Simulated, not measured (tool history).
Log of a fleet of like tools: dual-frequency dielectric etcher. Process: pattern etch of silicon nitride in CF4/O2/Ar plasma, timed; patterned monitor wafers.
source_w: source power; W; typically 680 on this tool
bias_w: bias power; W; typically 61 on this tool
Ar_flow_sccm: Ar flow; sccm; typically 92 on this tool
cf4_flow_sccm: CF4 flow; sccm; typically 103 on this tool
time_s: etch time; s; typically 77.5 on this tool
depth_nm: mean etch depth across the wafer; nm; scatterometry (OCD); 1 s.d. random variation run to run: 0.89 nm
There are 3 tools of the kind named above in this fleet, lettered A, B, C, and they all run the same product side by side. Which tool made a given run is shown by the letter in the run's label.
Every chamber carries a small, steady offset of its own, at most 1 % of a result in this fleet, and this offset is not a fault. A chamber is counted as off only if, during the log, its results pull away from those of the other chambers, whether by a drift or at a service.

run	hour	source_w	bias_w	Ar_flow_sccm	cf4_flow_sccm	time_s	hours since the last wet clean	hours since the last source power generator calibration	hours since the last bias power generator calibration	hours since the last Ar flow controller change	hours since the last CF4 flow controller change	read-back reference wafer on the same gauge, depth_nm	depth_nm
1A	9.1	680	61	92	103	77.5	202.9	2729.1	3103	3839.8	4994.1	216.02	210.54
2B	16	680	61	92	103	77.5	133.9	1592.7	4996.2	530	3699.5	216.02	208.65
3C	25.4	680	61	92	103	77.5	260.1	317.9	367.2	1001.2	1222.3	216.15	211.56
4A	30.2	680	61	92	103	77.5	224	2750.2	3124.1	3860.9	5015.2	216.22	213.01
5B	38.9	680	61	92	103	77.5	156.8	1615.6	5019.1	552.9	3722.4	215.93	209.3
6C	46.2	680	61	92	103	59	280.9	338.7	388	1022	1243.1	216.26	160.24
7B	51.3	680	61	92	103	59	169.2	1628	5031.5	565.3	3734.8	215.91	158.96
8C	56.8	680	61	92	103	59	291.5	349.3	398.6	1032.6	1253.7	216.21	161.91
9A	63.1	680	61	92	103	77.5	256.9	2783.1	3157	3893.8	5048.1	215.85	211.89
# hour 64.5: chamber A: source power generator calibrated
10B	70.4	680	61	92	83	63.5	188.3	1647.1	5050.6	584.4	3753.9	216.12	167.09
11A	77.1	680	61	92	83	63.5	270.9	12.6	3171	3907.8	5062.1	216.17	168
12C	86	680	61	92	83	63.5	320.7	378.5	427.8	1061.8	1282.9	215.98	167.58
13A	94.1	680	61	92	103	77.5	287.9	29.6	3188	3924.8	5079.1	216.1	210.32
14B	101.9	680	61	92	103	77.5	219.8	1678.6	5082.1	615.9	3785.4	215.98	210.05
15C	107	680	66	92	103	88	341.7	399.5	448.8	1082.8	1303.9	216.29	247.69
16A	111.7	680	66	92	103	88	305.5	47.2	3205.6	3942.4	5096.7	216.13	245.59
17C	116.3	680	66	92	103	88	351	408.8	458.1	1092.1	1313.2	216	247.41
18B	121.9	680	61	92	103	77.5	239.8	1698.6	5102.1	635.9	3805.4	216.03	210.4
19A	127.4	680	61	92	103	77.5	321.2	62.9	3221.3	3958.1	5112.4	215.86	209.23
20C	134.8	680	61	92	103	77.5	369.5	427.3	476.6	1110.6	1331.7	216.09	212.36
21B	143	680	61	92	103	77.5	260.9	1719.7	5123.2	657	3826.5	215.87	209.45
22C	150.2	680	61	92	103	77.5	384.9	442.7	492	1126	1347.1	216.05	212.05
23A	157.3	680	61	92	103	77.5	351.1	92.8	3251.2	3988	5142.3	215.9	209.73
24B	163.6	680	61	92	103	77.5	281.5	1740.3	5143.8	677.6	3847.1	215.87	210.3
25A	169.5	680	61	92	103	77.5	363.3	105	3263.4	4000.2	5154.5	216.12	206.93
26C	176.8	680	61	92	103	77.5	411.5	469.3	518.6	1152.6	1373.7	215.87	212.67
27B	184.5	680	61	92	103	77.5	302.4	1761.2	5164.7	698.5	3868	215.99	210.54
28B	192.7	680	61	92	103	77.5	310.6	1769.4	5172.9	706.7	3876.2	216.15	210.93
# hour 197.4: chamber B: bias power generator calibrated
29A	201.2	680	61	92	103	77.5	395	136.7	3295.1	4031.9	5186.2	216.14	208.36
30C	210.8	680	61	92	103	77.5	445.5	503.3	552.6	1186.6	1407.7	216	211.09
31C	215.6	680	61	92	103	77.5	450.3	508.1	557.4	1191.4	1412.5	215.92	212.75
32A	221.9	680	61	92	103	77.5	415.7	157.4	3315.8	4052.6	5206.9	216.12	207.83
33B	226.6	680	61	92	103	77.5	344.5	1803.3	29.3	740.6	3910.1	216.23	207.64
34C	235.2	680	61	92	103	77.5	469.9	527.7	577	1211	1432.1	216.15	211.79
35B	240.1	680	61	85	103	77.5	358	1816.8	42.8	754.1	3923.6	215.91	208.8
36A	249.4	680	61	85	103	77.5	443.2	184.9	3343.3	4080.1	5234.4	216.09	208.9
37C	255.2	680	61	85	103	77.5	489.9	547.7	597	1231	1452.1	215.75	213.87
38B	262.8	680	61	92	103	77.5	380.7	1839.5	65.5	776.8	3946.3	215.9	207.84

Each of the 3 chambers runs these same settings next. Fill in every chamber's results:
39A	269.8	570	61	92	103	77.5							?
39B	269.8	570	61	92	103	77.5							?
39C	269.8	570	61	92	103	77.5							?

run	depth_nm
39A	176.6
39B	180.79
39C	181.76
